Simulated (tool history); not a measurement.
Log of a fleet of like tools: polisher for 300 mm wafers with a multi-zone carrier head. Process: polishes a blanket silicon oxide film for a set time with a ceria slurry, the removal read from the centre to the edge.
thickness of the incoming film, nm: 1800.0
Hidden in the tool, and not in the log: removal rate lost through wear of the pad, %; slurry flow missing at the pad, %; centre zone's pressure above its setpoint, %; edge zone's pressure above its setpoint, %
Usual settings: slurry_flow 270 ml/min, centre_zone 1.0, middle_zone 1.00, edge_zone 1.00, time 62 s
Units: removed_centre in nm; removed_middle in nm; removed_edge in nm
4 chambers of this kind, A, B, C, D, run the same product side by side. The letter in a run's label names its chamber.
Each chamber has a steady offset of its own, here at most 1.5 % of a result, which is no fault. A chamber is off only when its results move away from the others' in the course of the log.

run	hour	slurry_flow	centre_zone	middle_zone	edge_zone	time	wafers polished on this pad	hours since the slurry nozzle was cleaned	hours since the centre zone pressure was calibrated	hours since the edge zone pressure was calibrated	removed_centre	removed_middle	removed_edge
1D	4.5	270	1.0	1.00	1.00	62	257	57.9	129.0	454.9	261.92	261.32	258.17
# hour 5.2: chamber A: slurry nozzle cleaned
2C	10.1	270	1.0	1.00	1.00	62	151	72.3	263.7	53.2	259.17	261.92	260.42
# hour 12.6: chamber B: centre zone pressure recalibrated
3B	13.6	270	1.0	1.00	1.00	62	963	130.5	1.0	344.5	260.64	251.69	257.34
4A	17.8	270	1.0	1.00	1.00	62	578	12.7	180.0	452.6	258.70	258.13	261.35
5A	21.1	270	0.9	1.00	1.00	55	617	16.0	183.3	455.9	204.09	229.54	228.03
# hour 26.3: chamber B: worn pad replaced by a new one
6D	26.8	270	0.9	1.00	1.00	55	518	80.2	151.3	477.2	207.39	236.69	233.51
7C	32.0	270	0.9	1.00	1.00	55	408	94.2	285.6	75.1	204.46	226.00	232.43
8B	37.9	270	0.9	1.00	1.00	55	135	154.8	25.3	368.8	206.32	230.62	227.32
9C	40.8	270	1.0	1.00	1.00	62	511	103.0	294.4	83.9	256.59	257.01	261.37
# hour 44.1: chamber B: edge zone pressure recalibrated
10D	44.1	270	1.0	1.00	1.00	62	720	97.5	168.6	494.5	264.08	255.35	260.19
11A	49.5	270	1.0	1.00	1.00	62	949	44.4	211.7	484.3	261.02	263.33	259.94
12B	55.5	270	1.0	1.00	1.00	62	341	172.4	42.9	11.4	263.48	258.14	262.01
13C	60.4	270	1.0	1.00	1.00	62	740	122.6	314.0	103.5	261.42	256.24	264.31
14A	64.3	270	1.0	1.00	1.00	62	1123	59.2	226.5	499.1	258.86	261.57	264.72
15D	67.0	270	1.0	1.00	1.00	62	989	120.4	191.5	517.4	261.98	267.00	266.69
16B	72.7	270	1.0	1.00	1.00	62	543	189.6	60.1	28.6	259.75	255.95	257.64
# hour 76.4: chamber A: worn pad replaced by a new one
17C	76.4	270	1.0	1.00	1.00	62	928	138.6	330.0	119.5	261.49	259.93	267.82
18A	79.4	270	1.0	1.00	1.00	62	35	74.3	241.6	514.2	262.18	265.58	262.49
19D	85.0	270	1.0	1.00	1.00	62	1199	138.4	209.5	535.4	262.24	262.56	259.74
20B	89.1	270	1.0	1.00	1.00	62	735	206.0	76.5	45.0	256.49	247.52	256.85
21C	93.0	270	1.0	1.00	1.00	62	1122	155.2	346.6	136.1	259.36	256.75	262.12
# hour 94.6: chamber D: worn pad replaced by a new one
22D	98.2	335	1.0	1.00	1.00	78	42	151.6	222.7	548.6	334.55	333.52	336.38
23A	102.1	335	1.0	1.00	1.00	78	301	97.0	264.3	536.9	336.22	338.45	333.45
24B	106.1	335	1.0	1.00	1.00	78	934	223.0	93.5	62.0	328.38	314.17	328.68
25A	110.4	335	1.0	1.00	1.00	78	398	105.3	272.6	545.2	336.72	335.99	333.91
26D	114.9	270	1.0	1.00	1.00	62	238	168.3	239.4	565.3	266.24	267.11	260.76
27C	117.5	270	1.0	1.00	1.00	62	1409	179.7	371.1	160.6	258.99	258.97	265.49
28B	120.2	270	1.0	1.09	0.96	62	1099	237.1	107.6	76.1	248.73	265.38	246.43
29C	124.3	270	1.0	1.09	0.96	62	1488	186.5	377.9	167.4	258.60	276.91	255.06
# hour 125.4: chamber B: worn pad replaced by a new one
30B	129.4	270	1.0	1.09	0.96	62	47	246.3	116.8	85.3	246.41	272.24	242.26
31A	133.8	270	1.0	1.09	0.96	62	672	128.7	296.0	568.6	259.40	285.32	257.38
32D	139.0	270	1.0	1.00	1.00	62	520	192.4	263.5	589.4	264.49	262.43	257.31
# hour 141.1: chamber C: worn pad replaced by a new one
33C	144.8	270	1.0	1.00	1.00	62	44	207.0	398.4	187.9	257.11	254.52	256.70

Is one chamber off against the others, does the gauge drift, or is nothing wrong? If a chamber is off, say which, and what the likeliest cause is.

Chamber B drifts away from the others.
Cause: slurry flow missing at the pad, % = 40.4.

Here are 4 candidates for chamber B's next run, each the usual settings with a change, their results left as question marks. Which one brings its results back in line with what the others give on the usual settings?
In line means no further than this from the other chambers' mean on the usual settings: removed_centre 5.60 nm; removed_middle 12.00 nm; removed_edge 11.00 nm
34B-1	149.1	260	0.98	0.96	1.02	55					?	?	?
34B-2	149.1	280	1.02	1.04	0.98	70					?	?	?
34B-3	149.1	275	1.01	1.02	0.99	66					?	?	?
34B-4	149.1	265	0.99	0.98	1.01	58					?	?	?

The other chambers' mean on the usual settings: removed_centre 260.55 nm; removed_middle 261.47 nm; removed_edge 262.13 nm
run	removed_centre	removed_middle	removed_edge
34B-1	207.73	205.09	219.28
34B-2	280.38	284.21	275.45
34B-3	260.60	262.50	260.61
34B-4	222.39	221.07	230.52
34B-3 brings the chamber back in line.
